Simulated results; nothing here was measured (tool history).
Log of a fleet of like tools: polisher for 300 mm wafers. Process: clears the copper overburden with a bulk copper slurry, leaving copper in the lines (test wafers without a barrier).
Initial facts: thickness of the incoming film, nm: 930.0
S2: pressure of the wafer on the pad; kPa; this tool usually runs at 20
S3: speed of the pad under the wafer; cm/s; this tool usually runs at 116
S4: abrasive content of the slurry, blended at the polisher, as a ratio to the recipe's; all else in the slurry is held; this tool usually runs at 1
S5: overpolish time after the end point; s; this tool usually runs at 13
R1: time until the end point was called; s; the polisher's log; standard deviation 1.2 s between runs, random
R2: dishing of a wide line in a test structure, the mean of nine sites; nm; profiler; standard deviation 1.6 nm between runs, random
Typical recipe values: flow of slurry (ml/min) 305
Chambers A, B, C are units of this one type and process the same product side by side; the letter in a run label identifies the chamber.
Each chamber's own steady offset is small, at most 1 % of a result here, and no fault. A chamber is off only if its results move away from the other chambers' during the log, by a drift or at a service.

run 1C hour=5.8 | flow_of_slurry_(ml/min)=305 S2=20 S3=116 S4=1 S5=13 | R1=99.844 R2=76.915
run 2A hour=9.4 | flow_of_slurry_(ml/min)=305 S2=20 S3=116 S4=1 S5=13 | R1=102.22 R2=73.797
-- hour=10.3 chamber A: slurry nozzle cleaned
run 3B hour=14.5 | flow_of_slurry_(ml/min)=305 S2=20 S3=116 S4=1 S5=13 | R1=99.376 R2=73.258
run 4C hour=19.5 | flow_of_slurry_(ml/min)=305 S2=20 S3=116 S4=1 S5=13 | R1=100.82 R2=74.687
run 5A hour=25.1 | flow_of_slurry_(ml/min)=305 S2=20 S3=116 S4=1 S5=13 | R1=98.829 R2=75.319
-- hour=27.1 chamber A: worn pad replaced by a new one
run 6B hour=31 | flow_of_slurry_(ml/min)=305 S2=20 S3=116 S4=1 S5=13 | R1=100.36 R2=75.593
run 7C hour=35.8 | flow_of_slurry_(ml/min)=305 S2=20 S3=116 S4=1 S5=13 | R1=100.15 R2=78.203
run 8A hour=40.6 | flow_of_slurry_(ml/min)=305 S2=20 S3=116 S4=1 S5=13 | R1=99.504 R2=75.164
run 9B hour=46 | flow_of_slurry_(ml/min)=305 S2=22.8 S3=116 S4=1 S5=13 | R1=87.697 R2=83.164
-- hour=50.6 chamber B: worn pad replaced by a new one
run 10C hour=51.8 | flow_of_slurry_(ml/min)=305 S2=22.8 S3=116 S4=1 S5=13 | R1=86.438 R2=86.597
run 11B hour=56.6 | flow_of_slurry_(ml/min)=305 S2=22.8 S3=116 S4=1 S5=13 | R1=89.155 R2=83.978
run 12A hour=60.6 | flow_of_slurry_(ml/min)=305 S2=20 S3=116 S4=1 S5=13 | R1=100.59 R2=75.747
run 13C hour=65.1 | flow_of_slurry_(ml/min)=305 S2=20 S3=116 S4=1 S5=13 | R1=99.427 R2=75.158
run 14B hour=68.2 | flow_of_slurry_(ml/min)=305 S2=20 S3=116 S4=1 S5=13 | R1=100.87 R2=74.689
run 15A hour=74.8 | flow_of_slurry_(ml/min)=305 S2=20 S3=116 S4=1 S5=13 | R1=100.4 R2=75.275
run 16B hour=80.3 | flow_of_slurry_(ml/min)=305 S2=20 S3=116 S4=1 S5=13 | R1=100.45 R2=74.628
-- hour=81.9 chamber C: worn pad replaced by a new one
run 17A hour=85.8 | flow_of_slurry_(ml/min)=305 S2=20 S3=116 S4=1 S5=13 | R1=101.16 R2=72.957
run 18C hour=90.5 | flow_of_slurry_(ml/min)=305 S2=20 S3=116 S4=1 S5=13 | R1=97.6 R2=73.831
run 19A hour=97.1 | flow_of_slurry_(ml/min)=305 S2=20 S3=116 S4=1 S5=13 | R1=101.36 R2=75.253
run 20C hour=100.2 | flow_of_slurry_(ml/min)=305 S2=20 S3=116 S4=1 S5=13 | R1=98.062 R2=72.909
run 21B hour=105.2 | flow_of_slurry_(ml/min)=305 S2=20 S3=116 S4=0.85 S5=9 | R1=105.13 R2=55.959
run 22B hour=109.4 | flow_of_slurry_(ml/min)=305 S2=20 S3=116 S4=0.85 S5=9 | R1=103.93 R2=55.818
run 23A hour=115.3 | flow_of_slurry_(ml/min)=305 S2=20 S3=116 S4=0.85 S5=9 | R1=105.05 R2=54.247
run 24C hour=120.4 | flow_of_slurry_(ml/min)=305 S2=20 S3=116 S4=1 S5=13 | R1=100.39 R2=76.799
run 25A hour=126.4 | flow_of_slurry_(ml/min)=305 S2=20 S3=116 S4=1 S5=13 | R1=101.03 R2=76.212
run 26B hour=130.7 | flow_of_slurry_(ml/min)=305 S2=20 S3=116 S4=1 S5=13 | R1=97.974 R2=73.866
run 27C hour=134.3 | flow_of_slurry_(ml/min)=305 S2=20 S3=116 S4=1 S5=13 | R1=98.137 R2=75.157
run 28C hour=138.3 | flow_of_slurry_(ml/min)=305 S2=20 S3=88 S4=1 S5=16 | R1=131.04 R2=72.338
run 29B hour=143.7 | flow_of_slurry_(ml/min)=305 S2=20 S3=88 S4=1 S5=16 | R1=133.89 R2=70.678
run 30A hour=149.6 | flow_of_slurry_(ml/min)=305 S2=20 S3=88 S4=1 S5=16 | R1=133.12 R2=71.241
-- hour=155.1 chamber B: worn pad replaced by a new one
run 31A hour=155.6 | flow_of_slurry_(ml/min)=305 S2=20 S3=116 S4=1 S5=13 | R1=100.43 R2=76.772
run 32C hour=158.9 | flow_of_slurry_(ml/min)=305 S2=20 S3=116 S4=1 S5=13 | R1=101.72 R2=76.3
run 33B hour=162.1 | flow_of_slurry_(ml/min)=305 S2=20 S3=116 S4=1 S5=13 | R1=100.01 R2=74.219

The same settings go to every chamber for the next run, one line per chamber below. Forecast the results for each:
run 34A hour=167.1 | flow_of_slurry_(ml/min)=305 S2=20 S3=116 S4=1 S5=13 | R1=? R2=?
run 34B hour=167.1 | flow_of_slurry_(ml/min)=305 S2=20 S3=116 S4=1 S5=13 | R1=? R2=?
run 34C hour=167.1 | flow_of_slurry_(ml/min)=305 S2=20 S3=116 S4=1 S5=13 | R1=? R2=?

run=34A R1=100.06 R2=73.698
run=34B R1=99.381 R2=76.239
run=34C R1=97.822 R2=73.979
